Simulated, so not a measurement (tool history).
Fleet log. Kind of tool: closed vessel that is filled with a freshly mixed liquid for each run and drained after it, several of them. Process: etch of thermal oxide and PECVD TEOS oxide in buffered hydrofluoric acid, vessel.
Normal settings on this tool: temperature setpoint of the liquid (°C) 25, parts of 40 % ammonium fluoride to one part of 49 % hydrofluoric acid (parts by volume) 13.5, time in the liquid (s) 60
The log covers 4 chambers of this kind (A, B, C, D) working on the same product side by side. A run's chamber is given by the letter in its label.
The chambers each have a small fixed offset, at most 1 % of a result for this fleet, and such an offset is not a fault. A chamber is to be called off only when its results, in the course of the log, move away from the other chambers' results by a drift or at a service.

run,day,temperature setpoint of the liquid (°C),parts of 40 % ammonium fluoride to one part of 49 % hydrofluoric acid (parts by volume),time in the liquid (s),"read-back film thickness of the thermal oxide reference wafer, read on the same gauge (nm)","read-back film thickness of the PECVD TEOS oxide reference wafer, read on the same gauge (nm)",thickness taken off the thermal oxide on a monitor wafer (nm),thickness taken off the PECVD TEOS oxide on a monitor wafer (nm)
1A,0.129,25,13.5,60,69.973,59.989,52.267,178.49
2B,0.329,25,13.5,60,69.991,59.994,52.024,180.4
3D,0.567,25,13.5,60,69.995,59.989,52.291,181.4
4C,0.833,25,13.5,60,70.019,59.993,52.25,181.61
5C,0.979,27,13.5,75,69.967,59.986,73.201,253.88
6B,1.179,27,13.5,75,69.993,60.005,73.176,249.22
7D,1.417,27,13.5,75,70.028,60.021,73.073,251.88
8A,1.688,27,13.5,75,69.996,60.008,73.532,248.48
9D,1.938,25,13.5,90,69.92,59.996,78.347,271.76
10A,2.158,25,13.5,90,69.981,60.014,78.946,270.13
11B,2.288,25,13.5,90,69.969,60,77.528,271.66
12C,2.504,25,13.5,90,70.008,60.018,78.923,272.2
13B,2.75,25,13.5,60,69.988,59.973,51.481,180.79
14A,2.958,21.5,13.5,85,70.007,59.986,60.871,210.66
15D,3.162,21.5,13.5,85,70,59.995,60.782,213.36
16C,3.325,21.5,13.5,85,69.994,60.022,60.542,211.26
17C,3.508,21.5,13.5,85,69.999,59.969,60.362,211.45
18A,3.704,25,13.5,60,69.985,60.012,52.391,178.89
19D,3.846,25,13.5,60,69.979,60.033,52.317,181.48
20B,3.996,25,13.5,60,69.977,59.991,52.247,181.14
21C,4.117,25,13.5,60,69.991,59.996,52.711,182.13
22D,4.283,25,13.5,60,70.003,59.999,52.408,181.87
23B,4.533,25,16.5,40,69.998,59.996,28.409,98.366
24A,4.8,25,16.5,40,69.972,60.012,28.697,97.829
25C,5.017,25,16.5,40,69.978,60.007,28.559,99.415
26B,5.142,25,16.5,40,69.973,59.99,28.117,98.184
27A,5.338,25,13.5,60,70.006,60.002,52.166,179.92
28D,5.567,25,13.5,60,69.999,60.049,52.214,181.15
29B,5.733,21.5,13.5,60,69.986,60.013,42.947,148.49
30C,5.921,21.5,13.5,60,70.015,59.979,43.092,149.08
31D,6.071,21.5,13.5,60,69.978,60.02,42.74,149.72
32A,6.258,21.5,13.5,60,70.033,59.975,43.265,148.07
33B,6.45,25,13.5,60,70.045,59.985,51.989,180.1
34C,6.717,25,13.5,60,69.995,59.985,52.744,182.85
35D,6.979,25,13.5,60,69.997,59.997,51.74,180.97
36A,7.2,25,13.5,60,69.972,60.01,52.292,180.36
37A,7.329,25,10.5,60,70.005,59.989,66.593,227.3

Each of the 4 chambers runs these same settings next. Fill in every chamber's results:
38A,7.525,28,13.5,60,,,?,?
38B,7.525,28,13.5,60,,,?,?
38C,7.525,28,13.5,60,,,?,?
38D,7.525,28,13.5,60,,,?,?

run,thickness taken off the thermal oxide on a monitor wafer (nm),thickness taken off the PECVD TEOS oxide on a monitor wafer (nm)
38A,61.812,210.52
38B,60.803,212.94
38C,61.566,214.7
38D,61.859,213.25
